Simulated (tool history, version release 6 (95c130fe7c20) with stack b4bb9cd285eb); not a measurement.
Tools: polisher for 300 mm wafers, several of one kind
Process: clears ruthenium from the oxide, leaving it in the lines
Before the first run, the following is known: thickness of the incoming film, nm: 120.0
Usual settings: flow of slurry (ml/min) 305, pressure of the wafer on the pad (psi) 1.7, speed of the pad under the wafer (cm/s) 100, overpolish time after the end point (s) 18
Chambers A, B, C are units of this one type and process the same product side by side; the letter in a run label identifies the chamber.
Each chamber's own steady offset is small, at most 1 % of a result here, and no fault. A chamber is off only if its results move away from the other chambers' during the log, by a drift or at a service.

| run | day | flow of slurry (ml/min) | pressure of the wafer on the pad (psi) | speed of the pad under the wafer (cm/s) | overpolish time after the end point (s) | time until the end point was called (s) |
|---|---|---|---|---|---|---|
| 1A | 0.288 | 305 | 1.7 | 100 | 18 | 126.49 |
| 2C | 0.454 | 305 | 1.7 | 100 | 18 | 123.95 |
|  | 0.479 | chamber B: worn pad replaced by a new one |
| 3B | 0.683 | 305 | 1.7 | 100 | 18 | 120.67 |
| 4A | 0.883 | 305 | 1.7 | 100 | 18 | 125.43 |
| 5B | 1.042 | 305 | 1.7 | 100 | 18 | 121.52 |
| 6C | 1.321 | 305 | 1.7 | 100 | 18 | 124.4 |
| 7B | 1.525 | 305 | 1.7 | 100 | 18 | 120.37 |
| 8A | 1.796 | 305 | 1.7 | 100 | 18 | 125.68 |
| 9C | 2.021 | 305 | 1.7 | 100 | 18 | 124.86 |
| 10C | 2.208 | 305 | 1.7 | 100 | 14 | 125.67 |
|  | 2.221 | chamber A: worn pad replaced by a new one |
| 11A | 2.412 | 305 | 1.7 | 100 | 14 | 124.35 |
|  | 2.454 | chamber C: worn pad replaced by a new one |
| 12B | 2.675 | 305 | 1.7 | 100 | 14 | 117.36 |
| 13C | 2.896 | 305 | 1.7 | 100 | 18 | 124.84 |
| 14B | 3.15 | 305 | 1.7 | 114 | 18 | 101.85 |
| 15A | 3.358 | 305 | 1.7 | 114 | 18 | 109.22 |
| 16C | 3.642 | 305 | 1.7 | 114 | 18 | 107.61 |
| 17B | 3.904 | 305 | 1.7 | 100 | 18 | 116.9 |
| 18A | 4.15 | 305 | 1.7 | 100 | 18 | 125.96 |
|  | 4.158 | chamber C: head pressure recalibrated |
| 19B | 4.354 | 305 | 1.7 | 100 | 18 | 113.87 |
| 20A | 4.517 | 305 | 1.7 | 100 | 18 | 125.19 |
| 21C | 4.725 | 305 | 1.7 | 100 | 18 | 123.61 |
|  | 4.729 | chamber C: slurry nozzle cleaned |
| 22B | 4.979 | 220 | 1.7 | 100 | 18 | 116.36 |
| 23A | 5.125 | 220 | 1.7 | 100 | 18 | 130.9 |
| 24C | 5.421 | 220 | 1.7 | 100 | 18 | 128.56 |

The same settings go to every chamber for the next run, one line per chamber below. Forecast the results for each:
| 25A | 5.638 | 305 | 1.7 | 100 | 18 | ? |
| 25B | 5.638 | 305 | 1.7 | 100 | 18 | ? |
| 25C | 5.638 | 305 | 1.7 | 100 | 18 | ? |

| run | time until the end point was called (s) |
|---|---|
| 25A | 125.64 |
| 25B | 112.31 |
| 25C | 125.05 |

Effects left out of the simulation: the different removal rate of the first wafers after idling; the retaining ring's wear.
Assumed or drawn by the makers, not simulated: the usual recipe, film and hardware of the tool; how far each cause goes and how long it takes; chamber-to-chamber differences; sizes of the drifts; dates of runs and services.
